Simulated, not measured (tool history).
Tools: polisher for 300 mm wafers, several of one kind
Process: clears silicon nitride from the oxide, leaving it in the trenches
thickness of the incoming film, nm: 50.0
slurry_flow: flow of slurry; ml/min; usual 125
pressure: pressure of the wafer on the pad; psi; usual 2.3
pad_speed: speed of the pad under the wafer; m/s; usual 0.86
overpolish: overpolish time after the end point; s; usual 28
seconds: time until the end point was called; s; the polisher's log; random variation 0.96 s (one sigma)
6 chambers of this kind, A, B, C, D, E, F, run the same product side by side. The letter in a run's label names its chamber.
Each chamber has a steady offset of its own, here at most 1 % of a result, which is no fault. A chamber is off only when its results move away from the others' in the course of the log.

run,hour,slurry_flow,pressure,pad_speed,overpolish,seconds
1F,6.3,125,2.3,0.86,28,74.755
# hour 9.1: chamber B: worn pad replaced by a new one
# hour 10.1: chamber D: worn pad replaced by a new one
2C,13.1,125,2.3,0.86,28,77.012
3D,20.1,125,2.3,0.86,28,74.733
4A,25,125,2.3,0.86,28,76.394
5B,31.6,125,2.3,0.86,28,74.679
6E,35.9,125,2.3,0.86,28,77.753
# hour 36.2: chamber A: slurry nozzle cleaned
7A,42.8,125,2.3,0.86,28,76.226
8C,46.9,125,2.3,0.86,28,76.678
9E,51.4,125,2.3,0.86,28,73.406
# hour 53: chamber A: head pressure recalibrated
10B,58.9,125,2.3,0.86,28,75.536
# hour 63.9: chamber E: worn pad replaced by a new one
11D,64.5,125,2.3,0.86,28,75.382
# hour 71.5: chamber C: worn pad replaced by a new one
12F,72.2,125,2.3,0.86,28,75.6
# hour 74.2: chamber A: worn pad replaced by a new one
13B,76.3,125,2.3,0.86,28,74.511
14C,81.1,125,2.3,0.86,28,74.602
15D,87.1,125,2.3,0.86,28,75.332
# hour 87.9: chamber E: slurry nozzle cleaned
16A,95.4,125,2.3,0.86,28,75.671
# hour 98.9: chamber B: slurry nozzle cleaned
17E,103.4,125,2.3,0.86,28,75.461
18F,110.6,125,2.3,0.86,28,76.204
19F,116.8,125,2.3,0.86,28,75.649
# hour 120: chamber D: slurry nozzle cleaned
# hour 122.6: chamber E: head pressure recalibrated
20C,124.6,125,2.3,0.86,28,77.137
# hour 132.9: chamber E: worn pad replaced by a new one
21D,133.2,125,2.3,0.86,28,74.007
22E,137,125,2.3,0.86,28,73.545
23B,144.3,125,2.3,0.86,28,76.825
# hour 147.7: chamber D: worn pad replaced by a new one
24A,151,125,2.3,0.86,28,74.415
25B,155.5,125,2.3,0.86,28,76.065
26F,163.1,125,2.3,0.86,28,74.826
27A,168.5,125,2.3,0.86,28,76.117
# hour 171.6: chamber B: worn pad replaced by a new one
28E,176.9,125,2.3,0.86,28,74.322
29C,184.6,125,2.3,0.86,28,82.015
30D,190.4,125,2.3,0.86,28,74.554
# hour 191.7: chamber F: worn pad replaced by a new one
31E,198.2,125,2.3,0.86,28,74.885
32F,202.4,125,2.3,0.86,28,76.36
33A,209.3,125,2.3,0.86,28,77.291
34D,216.9,125,2.3,0.86,28,75.386
35C,224,125,2.3,0.86,28,82.85
36B,228.5,125,2.3,0.86,28,75.212
37D,235,125,2.3,0.86,28,74.526
38B,241.9,125,2.3,0.86,28,74.568
# hour 243.3: chamber A: worn pad replaced by a new one
39A,245.9,125,2.3,0.94,28,70.94

What goes on in this fleet: one chamber off, a drifting gauge, or nothing beyond the chambers' own small offsets? Name the chamber and the cause, if any.

Chamber C drifts away from the others.
Cause: slurry flow missing at the pad, % = 38.2.
The log may not tell that from: head's pressure below its setpoint, %.

Here are 4 candidates for chamber C's next run, each the usual settings with a change, their results left as question marks. Which one brings its results back in line with what the others give on the usual settings?
In line means no further than this from the other chambers' mean on the usual settings: seconds 3.4 s
40C-1,252,135,2.9,0.86,28,?
40C-2,252,120,2,0.76,28,?
40C-3,252,130,2.4,0.92,28,?
40C-4,252,125,2,0.86,28,?

The other chambers' mean on the usual settings: seconds 75.163 s
run,seconds
40C-1,66.078
40C-2,112.92
40C-3,75.607
40C-4,98.477
40C-3 brings the chamber back in line.
